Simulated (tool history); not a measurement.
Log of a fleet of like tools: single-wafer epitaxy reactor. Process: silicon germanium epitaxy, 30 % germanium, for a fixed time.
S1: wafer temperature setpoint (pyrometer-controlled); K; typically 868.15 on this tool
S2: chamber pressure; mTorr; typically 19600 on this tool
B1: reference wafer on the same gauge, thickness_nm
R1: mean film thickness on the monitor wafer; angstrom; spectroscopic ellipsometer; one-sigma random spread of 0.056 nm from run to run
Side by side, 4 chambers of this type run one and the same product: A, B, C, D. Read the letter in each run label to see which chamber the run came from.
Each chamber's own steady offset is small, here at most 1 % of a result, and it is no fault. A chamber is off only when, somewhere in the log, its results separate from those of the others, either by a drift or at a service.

run,hour,S1,S2,B1,R1
1B,4.7,868.15,19600,52.693,531.62
2C,8.5,868.15,19600,52.695,531.06
3A,14.2,868.15,19600,52.659,529.08
4D,19.3,868.15,19600,52.677,532.17
5C,23.6,868.15,19600,52.668,529.91
6A,26.9,868.15,19600,52.662,529.93
7D,30.0,868.15,21500,52.646,550.65
8B,34.0,868.15,21500,52.660,550.11
9B,39.2,868.15,21500,52.653,550.73
10C,43.3,868.15,21500,52.643,549.73
11D,47.8,874.15,16900,52.638,558.06
12A,50.4,874.15,16900,52.637,556.05
13D,53.1,874.15,16900,52.628,557.87
14C,57.8,874.15,16900,52.623,557.79
15B,61.4,868.15,19600,52.628,530.75
16A,66.1,868.15,19600,52.622,529.06
17C,71.4,868.15,19600,52.607,530.15
18A,74.7,868.15,19600,52.604,529.58
19D,77.8,868.15,19600,52.596,530.62
20B,81.7,868.15,19600,52.604,530.68
21D,85.1,868.15,19600,52.595,529.61
22C,87.8,868.15,19600,52.592,530.10
23B,92.0,868.15,19600,52.583,530.90
24A,94.7,868.15,17500,52.570,504.63
25D,98.2,868.15,17500,52.558,506.71
26B,103.9,868.15,17500,52.568,506.62
27A,107.8,868.15,17500,52.552,504.60
28C,111.2,868.15,19600,52.555,528.38
29B,116.1,868.15,19600,52.545,530.35
30A,120.3,868.15,19600,52.532,528.03
31D,122.9,868.15,19600,52.540,531.10
32C,128.3,868.15,19600,52.526,529.69
33B,133.4,868.15,19600,52.530,530.13
34A,136.8,868.15,19600,52.525,527.21
35D,142.5,868.15,19600,52.518,529.95
36C,146.9,868.15,19600,52.504,529.46
37D,150.4,868.15,19600,52.494,531.34
38B,155.3,868.15,19600,52.503,529.36
39A,159.4,868.15,19600,52.490,527.09
40C,162.2,868.15,19600,52.489,528.44
41D,167.2,868.15,19600,52.477,528.77

Has any chamber moved away from the others, gradually or after a service, or does the common gauge drift, or do the chambers differ only by their own small steady offsets? State the chamber and the most likely cause if one applies.

Every chamber seems to shift together because the gauge that measures them all drifts; the chambers themselves are fine.
Likeliest cause: gauge reads low (%) = 0.431.
